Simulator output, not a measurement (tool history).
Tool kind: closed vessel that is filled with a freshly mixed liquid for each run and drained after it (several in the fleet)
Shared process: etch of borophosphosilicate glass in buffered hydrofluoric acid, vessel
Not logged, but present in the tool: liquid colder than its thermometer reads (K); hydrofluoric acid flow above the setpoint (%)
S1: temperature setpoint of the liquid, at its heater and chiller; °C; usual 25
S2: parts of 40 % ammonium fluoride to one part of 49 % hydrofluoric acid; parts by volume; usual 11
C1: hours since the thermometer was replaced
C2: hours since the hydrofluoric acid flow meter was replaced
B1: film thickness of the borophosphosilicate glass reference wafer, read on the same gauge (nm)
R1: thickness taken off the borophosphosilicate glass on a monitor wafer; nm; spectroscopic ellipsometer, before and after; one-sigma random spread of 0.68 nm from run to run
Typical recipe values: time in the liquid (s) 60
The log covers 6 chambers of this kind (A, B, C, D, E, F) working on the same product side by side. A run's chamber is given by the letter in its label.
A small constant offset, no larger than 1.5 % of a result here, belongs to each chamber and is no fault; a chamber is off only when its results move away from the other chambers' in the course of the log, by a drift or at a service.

run 1F day=0.196 | S1=25 S2=11 time_in_the_liquid_(s)=60 | C1=608.1 C2=602.2 | B1=50.001 | R1=71.201
run 2E day=0.454 | S1=25 S2=11 time_in_the_liquid_(s)=60 | C1=1705.6 C2=181.4 | B1=50.003 | R1=71.046
-- day=0.550 chamber A: hydrofluoric acid flow meter replaced
run 3C day=0.638 | S1=25 S2=11 time_in_the_liquid_(s)=60 | C1=723.8 C2=208.9 | B1=49.996 | R1=72.389
run 4B day=0.896 | S1=25 S2=11 time_in_the_liquid_(s)=60 | C1=430.2 C2=348.7 | B1=49.983 | R1=72.610
run 5D day=1.108 | S1=25 S2=11 time_in_the_liquid_(s)=60 | C1=317.2 C2=543.9 | B1=50.002 | R1=71.097
run 6A day=1.325 | S1=25 S2=11 time_in_the_liquid_(s)=60 | C1=792.7 C2=18.6 | B1=50.004 | R1=70.714
run 7A day=1.542 | S1=25 S2=11 time_in_the_liquid_(s)=60 | C1=797.9 C2=23.8 | B1=50.004 | R1=71.279
run 8C day=1.679 | S1=25 S2=11 time_in_the_liquid_(s)=60 | C1=748.8 C2=233.9 | B1=50.010 | R1=72.449
run 9E day=1.958 | S1=25 S2=11 time_in_the_liquid_(s)=60 | C1=1741.7 C2=217.5 | B1=50.013 | R1=71.358
run 10F day=2.196 | S1=25 S2=11 time_in_the_liquid_(s)=60 | C1=656.1 C2=650.2 | B1=49.987 | R1=72.556
run 11B day=2.483 | S1=25 S2=11 time_in_the_liquid_(s)=60 | C1=468.3 C2=386.8 | B1=49.992 | R1=72.155
run 12D day=2.654 | S1=25 S2=11 time_in_the_liquid_(s)=60 | C1=354.3 C2=581.0 | B1=49.976 | R1=71.882
run 13D day=2.938 | S1=25 S2=11 time_in_the_liquid_(s)=60 | C1=361.1 C2=587.8 | B1=50.000 | R1=71.277
run 14B day=3.188 | S1=29 S2=11 time_in_the_liquid_(s)=45 | C1=485.2 C2=403.7 | B1=49.997 | R1=66.581
run 15E day=3.325 | S1=29 S2=11 time_in_the_liquid_(s)=45 | C1=1774.5 C2=250.3 | B1=50.003 | R1=66.680
run 16F day=3.475 | S1=29 S2=11 time_in_the_liquid_(s)=45 | C1=686.8 C2=680.9 | B1=49.999 | R1=67.894
run 17C day=3.683 | S1=29 S2=11 time_in_the_liquid_(s)=45 | C1=796.9 C2=282.0 | B1=50.007 | R1=68.155
-- day=3.817 chamber A: thermometer replaced
-- day=3.871 chamber E: thermometer replaced
run 18A day=3.921 | S1=29 S2=11 time_in_the_liquid_(s)=45 | C1=2.6 C2=80.9 | B1=49.995 | R1=65.110
run 19F day=4.196 | S1=29 S2=11 time_in_the_liquid_(s)=45 | C1=704.1 C2=698.2 | B1=49.997 | R1=66.242
run 20B day=4.383 | S1=25 S2=11 time_in_the_liquid_(s)=60 | C1=513.9 C2=432.4 | B1=50.007 | R1=71.148
run 21E day=4.525 | S1=25 S2=11 time_in_the_liquid_(s)=60 | C1=15.7 C2=279.1 | B1=49.984 | R1=71.411
run 22D day=4.708 | S1=25 S2=11 time_in_the_liquid_(s)=60 | C1=403.6 C2=630.3 | B1=49.976 | R1=70.756
run 23A day=4.979 | S1=25 S2=11 time_in_the_liquid_(s)=60 | C1=28.0 C2=106.3 | B1=49.990 | R1=72.490
run 24C day=5.112 | S1=25 S2=11 time_in_the_liquid_(s)=60 | C1=831.2 C2=316.3 | B1=50.004 | R1=70.215
run 25D day=5.321 | S1=25 S2=11 time_in_the_liquid_(s)=60 | C1=418.3 C2=645.0 | B1=49.992 | R1=70.362
run 26E day=5.471 | S1=25 S2=11 time_in_the_liquid_(s)=60 | C1=38.4 C2=301.8 | B1=49.999 | R1=70.729
run 27A day=5.621 | S1=25 S2=11 time_in_the_liquid_(s)=60 | C1=43.4 C2=121.7 | B1=49.994 | R1=71.153
run 28B day=5.871 | S1=25 S2=11 time_in_the_liquid_(s)=60 | C1=549.6 C2=468.1 | B1=49.977 | R1=72.795
run 29C day=6.125 | S1=25 S2=11 time_in_the_liquid_(s)=60 | C1=855.5 C2=340.6 | B1=50.001 | R1=68.861
run 30F day=6.304 | S1=25 S2=11 time_in_the_liquid_(s)=60 | C1=754.7 C2=748.8 | B1=50.004 | R1=71.744
run 31C day=6.579 | S1=25 S2=11 time_in_the_liquid_(s)=60 | C1=866.4 C2=351.5 | B1=50.008 | R1=67.519
run 32B day=6.862 | S1=25 S2=11 time_in_the_liquid_(s)=60 | C1=573.4 C2=491.9 | B1=50.013 | R1=71.262
run 33A day=7.062 | S1=25 S2=11 time_in_the_liquid_(s)=60 | C1=78.0 C2=156.3 | B1=49.988 | R1=73.284
run 34F day=7.254 | S1=25 S2=11 time_in_the_liquid_(s)=60 | C1=777.5 C2=771.6 | B1=49.995 | R1=73.041
run 35E day=7.462 | S1=25 S2=11 time_in_the_liquid_(s)=60 | C1=86.2 C2=349.6 | B1=50.025 | R1=71.456
run 36D day=7.704 | S1=25 S2=11 time_in_the_liquid_(s)=60 | C1=475.5 C2=702.2 | B1=50.001 | R1=71.009
run 37C day=7.958 | S1=25 S2=11 time_in_the_liquid_(s)=40 | C1=899.5 C2=384.6 | B1=49.997 | R1=43.447
run 38B day=8.208 | S1=25 S2=11 time_in_the_liquid_(s)=40 | C1=605.7 C2=524.2 | B1=50.005 | R1=48.804
run 39D day=8.446 | S1=25 S2=11 time_in_the_liquid_(s)=40 | C1=493.3 C2=720.0 | B1=49.996 | R1=48.265
run 40E day=8.596 | S1=25 S2=11 time_in_the_liquid_(s)=40 | C1=113.4 C2=376.8 | B1=49.979 | R1=47.773
run 41F day=8.725 | S1=25 S2=11 time_in_the_liquid_(s)=40 | C1=812.8 C2=806.9 | B1=49.971 | R1=48.328
run 42A day=8.900 | S1=25 S2=11 time_in_the_liquid_(s)=40 | C1=122.1 C2=200.4 | B1=49.993 | R1=47.224
run 43F day=9.108 | S1=25 S2=11 time_in_the_liquid_(s)=60 | C1=822.0 C2=816.1 | B1=50.032 | R1=72.438
run 44C day=9.371 | S1=25 S2=11 time_in_the_liquid_(s)=60 | C1=933.4 C2=418.5 | B1=49.993 | R1=63.179

Is one chamber off against the others, does the gauge drift, or is nothing wrong? If a chamber is off, say which, and what the likeliest cause is.

Chamber C drifts away from the others.
Most likely cause: liquid colder than its thermometer reads (K) = 2.38.
Not necessarily distinguishable in this log from: hydrofluoric acid flow below the setpoint (%).

Which of the 4 candidates below, each the usual settings with something changed and its results left as question marks, puts chamber C back in line with what the other chambers give on the usual settings?
To be in line, a result may differ from the other chambers' mean on the usual settings by at most: R1 2.400 nm
run 45C-1 day=9.583 | S1=25 S2=11.5 time_in_the_liquid_(s)=55 | R1=?
run 45C-2 day=9.583 | S1=24 S2=12.5 time_in_the_liquid_(s)=60 | R1=?
run 45C-3 day=9.583 | S1=26 S2=9.5 time_in_the_liquid_(s)=60 | R1=?
run 45C-4 day=9.583 | S1=25 S2=10.5 time_in_the_liquid_(s)=65 | R1=?

Other chambers, usual settings, mean: R1 71.838 nm
run=45C-1 R1=55.246
run=45C-2 R1=52.585
run=45C-3 R1=75.381
run=45C-4 R1=71.330
With 45C-4, the chamber falls back in line with the rest.
